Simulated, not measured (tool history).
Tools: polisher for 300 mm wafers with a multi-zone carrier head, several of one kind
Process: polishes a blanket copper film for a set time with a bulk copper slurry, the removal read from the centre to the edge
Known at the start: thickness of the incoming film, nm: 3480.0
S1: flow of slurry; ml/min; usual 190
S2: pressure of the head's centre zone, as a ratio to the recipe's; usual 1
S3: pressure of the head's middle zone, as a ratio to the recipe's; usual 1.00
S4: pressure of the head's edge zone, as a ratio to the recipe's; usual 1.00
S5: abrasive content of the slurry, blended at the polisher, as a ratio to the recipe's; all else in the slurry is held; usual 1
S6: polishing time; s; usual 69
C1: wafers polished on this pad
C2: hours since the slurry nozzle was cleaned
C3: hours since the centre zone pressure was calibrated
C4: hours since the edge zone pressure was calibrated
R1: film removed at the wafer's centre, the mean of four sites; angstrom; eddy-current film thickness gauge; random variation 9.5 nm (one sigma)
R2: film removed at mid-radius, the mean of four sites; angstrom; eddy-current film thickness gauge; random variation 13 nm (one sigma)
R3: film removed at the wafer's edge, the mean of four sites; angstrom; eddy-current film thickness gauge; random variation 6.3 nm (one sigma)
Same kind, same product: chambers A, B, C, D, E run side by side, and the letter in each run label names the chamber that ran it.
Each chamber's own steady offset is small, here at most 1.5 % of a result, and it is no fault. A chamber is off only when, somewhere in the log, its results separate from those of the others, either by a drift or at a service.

Run 1C, hour 3.2: usual settings; C1 817; C2 613.8; C3 558.6; C4 209.0. Result: R1 8865.5 angstrom, R2 8808.9 angstrom, R3 8765.4 angstrom.
Run 2A, hour 5.4: usual settings; C1 230; C2 22.5; C3 659.2; C4 271.1. Result: R1 8980.2 angstrom, R2 8948.7 angstrom, R3 8874.6 angstrom.
Run 3E, hour 9.3: usual settings; C1 917; C2 250.8; C3 285.9; C4 472.1. Result: R1 8741.1 angstrom, R2 8700.8 angstrom, R3 8632.5 angstrom.
Run 4B, hour 13.4: usual settings; C1 584; C2 301.2; C3 544.6; C4 742.6. Result: R1 8852.3 angstrom, R2 8707.9 angstrom, R3 8591.8 angstrom.
Run 5D, hour 15.6: usual settings but S4 0.93; C1 600; C2 842.5; C3 109.5; C4 586.8. Result: R1 8959.2 angstrom, R2 8961.2 angstrom, R3 8499.0 angstrom.
Run 6B, hour 18.8: usual settings but S4 0.93; C1 654; C2 306.6; C3 550.0; C4 748.0. Result: R1 8834.5 angstrom, R2 8734.1 angstrom, R3 8387.0 angstrom.
At hour 20.0: chamber C: worn pad replaced by a new one.
Run 7C, hour 21.5: usual settings but S4 0.93; C1 19; C2 632.1; C3 576.9; C4 227.3. Result: R1 8859.3 angstrom, R2 8931.4 angstrom, R3 8462.3 angstrom.
Run 8E, hour 25.6: usual settings but S4 0.93; C1 1126; C2 267.1; C3 302.2; C4 488.4. Result: R1 8855.6 angstrom, R2 8771.0 angstrom, R3 8311.8 angstrom.
At hour 28.8: chamber E: slurry nozzle cleaned.
Run 9D, hour 30.4: usual settings but S4 0.93; C1 790; C2 857.3; C3 124.3; C4 601.6. Result: R1 8775.2 angstrom, R2 8860.1 angstrom, R3 8482.0 angstrom.
Run 10A, hour 32.9: usual settings; C1 582; C2 50.0; C3 686.7; C4 298.6. Result: R1 9032.0 angstrom, R2 8771.6 angstrom, R3 8875.7 angstrom.
Run 11C, hour 36.3: usual settings; C1 209; C2 646.9; C3 591.7; C4 242.1. Result: R1 8781.0 angstrom, R2 8560.6 angstrom, R3 8834.9 angstrom.
At hour 38.1: chamber E: edge zone pressure recalibrated.
At hour 38.5: chamber B: slurry nozzle cleaned.
Run 12A, hour 39.2: usual settings; C1 662; C2 56.3; C3 693.0; C4 304.9. Result: R1 8692.4 angstrom, R2 8845.8 angstrom, R3 8881.5 angstrom.
At hour 42.6: chamber B: worn pad replaced by a new one.
Run 13D, hour 42.6: usual settings; C1 946; C2 869.5; C3 136.5; C4 613.8. Result: R1 8770.3 angstrom, R2 9014.0 angstrom, R3 8777.7 angstrom.
At hour 44.6: chamber E: worn pad replaced by a new one.
Run 14B, hour 45.6: usual settings; C1 39; C2 7.2; C3 576.8; C4 774.8. Result: R1 8833.4 angstrom, R2 8897.6 angstrom, R3 8736.4 angstrom.
At hour 49.9: chamber D: edge zone pressure recalibrated.
Run 15E, hour 50.0: usual settings; C1 70; C2 21.2; C3 326.6; C4 12.0. Result: R1 8888.1 angstrom, R2 8851.5 angstrom, R3 8655.5 angstrom.
At hour 52.4: chamber C: slurry nozzle cleaned.
At hour 52.6: chamber D: slurry nozzle cleaned.
Run 16C, hour 52.9: usual settings; C1 421; C2 0.5; C3 608.3; C4 258.7. Result: R1 8815.0 angstrom, R2 8659.2 angstrom, R3 8898.5 angstrom.
Run 17E, hour 57.3: usual settings; C1 163; C2 28.5; C3 333.9; C4 19.3. Result: R1 8747.7 angstrom, R2 8897.2 angstrom, R3 8777.5 angstrom.
Run 18B, hour 61.6: usual settings; C1 244; C2 23.2; C3 592.8; C4 790.8. Result: R1 8662.2 angstrom, R2 8873.8 angstrom, R3 8651.0 angstrom.
Run 19A, hour 65.2: usual settings; C1 995; C2 82.3; C3 719.0; C4 330.9. Result: R1 8858.4 angstrom, R2 9063.4 angstrom, R3 8802.8 angstrom.
Run 20D, hour 67.5: usual settings; C1 1265; C2 15.0; C3 161.4; C4 17.7. Result: R1 8263.2 angstrom, R2 8702.7 angstrom, R3 8597.6 angstrom.
Run 21A, hour 69.8: usual settings; C1 1054; C2 86.9; C3 723.6; C4 335.5. Result: R1 8862.9 angstrom, R2 8722.6 angstrom, R3 8895.2 angstrom.
At hour 70.5: chamber C: edge zone pressure recalibrated.
Run 22B, hour 73.8: usual settings; C1 400; C2 35.4; C3 605.0; C4 803.0. Result: R1 8788.6 angstrom, R2 8893.7 angstrom, R3 8840.8 angstrom.
At hour 77.1: chamber A: edge zone pressure recalibrated.
At hour 77.2: chamber A: worn pad replaced by a new one.
Run 23D, hour 78.7: usual settings but S3 1.09, S4 1.10; C1 1408; C2 26.2; C3 172.6; C4 28.9. Result: R1 8523.6 angstrom, R2 9159.8 angstrom, R3 9008.3 angstrom.
Run 24E, hour 81.0: usual settings but S3 1.09, S4 1.10; C1 467; C2 52.2; C3 357.6; C4 43.0. Result: R1 8816.4 angstrom, R2 9583.0 angstrom, R3 9035.8 angstrom.
Run 25C, hour 84.1: usual settings but S3 1.09, S4 1.10; C1 821; C2 31.7; C3 639.5; C4 13.7. Result: R1 8828.1 angstrom, R2 9623.6 angstrom, R3 9337.6 angstrom.
Run 26C, hour 86.4: usual settings but S3 1.09, S4 1.10; C1 850; C2 34.0; C3 641.8; C4 16.0. Result: R1 8650.5 angstrom, R2 9444.6 angstrom, R3 9247.5 angstrom.
Run 27B, hour 88.6: usual settings but S3 1.09, S4 1.10; C1 590; C2 50.2; C3 619.8; C4 817.8. Result: R1 8833.9 angstrom, R2 9637.0 angstrom, R3 9147.0 angstrom.
Run 28D, hour 93.3: usual settings; C1 1595; C2 40.8; C3 187.2; C4 43.5. Result: R1 8294.1 angstrom, R2 8430.1 angstrom, R3 8430.1 angstrom.
Run 29E, hour 97.2: usual settings; C1 674; C2 68.4; C3 373.8; C4 59.2. Result: R1 8581.9 angstrom, R2 8602.1 angstrom, R3 8639.1 angstrom.
Run 30A, hour 101.3: usual settings; C1 308; C2 118.4; C3 755.1; C4 24.3. Result: R1 8964.5 angstrom, R2 8826.4 angstrom, R3 8826.2 angstrom.
At hour 102.9: chamber C: worn pad replaced by a new one.
Run 31C, hour 104.1: usual settings; C1 15; C2 51.7; C3 659.5; C4 33.7. Result: R1 8841.5 angstrom, R2 8644.0 angstrom, R3 8868.3 angstrom.
Run 32A, hour 106.9: usual settings; C1 380; C2 124.0; C3 760.7; C4 29.9. Result: R1 8857.7 angstrom, R2 8886.4 angstrom, R3 8870.7 angstrom.
Run 33D, hour 109.3: usual settings; C1 1800; C2 56.8; C3 203.2; C4 59.5. Result: R1 8300.2 angstrom, R2 8406.5 angstrom, R3 8322.2 angstrom.
Run 34B, hour 113.0: usual settings; C1 902; C2 74.6; C3 644.2; C4 842.2. Result: R1 8902.2 angstrom, R2 8864.1 angstrom, R3 8638.4 angstrom.
Run 35E, hour 116.6: usual settings; C1 923; C2 87.8; C3 393.2; C4 78.6. Result: R1 8710.7 angstrom, R2 8857.7 angstrom, R3 8677.0 angstrom.

Next, every chamber runs the same settings. What will each give?
Run 36A, hour 120.1: usual settings. Result: R1 ?, R2 ?, R3 ?.
Run 36B, hour 120.1: usual settings. Result: R1 ?, R2 ?, R3 ?.
Run 36C, hour 120.1: usual settings. Result: R1 ?, R2 ?, R3 ?.
Run 36D, hour 120.1: usual settings. Result: R1 ?, R2 ?, R3 ?.
Run 36E, hour 120.1: usual settings. Result: R1 ?, R2 ?, R3 ?.

run      R1      R2      R3
36A  8789.3  8847.7  8719.0
36B  8835.4  8900.4  8635.7
36C  8724.7  8775.5  8824.8
36D  8225.9  8337.1  8325.8
36E  8751.1  8742.5  8629.5

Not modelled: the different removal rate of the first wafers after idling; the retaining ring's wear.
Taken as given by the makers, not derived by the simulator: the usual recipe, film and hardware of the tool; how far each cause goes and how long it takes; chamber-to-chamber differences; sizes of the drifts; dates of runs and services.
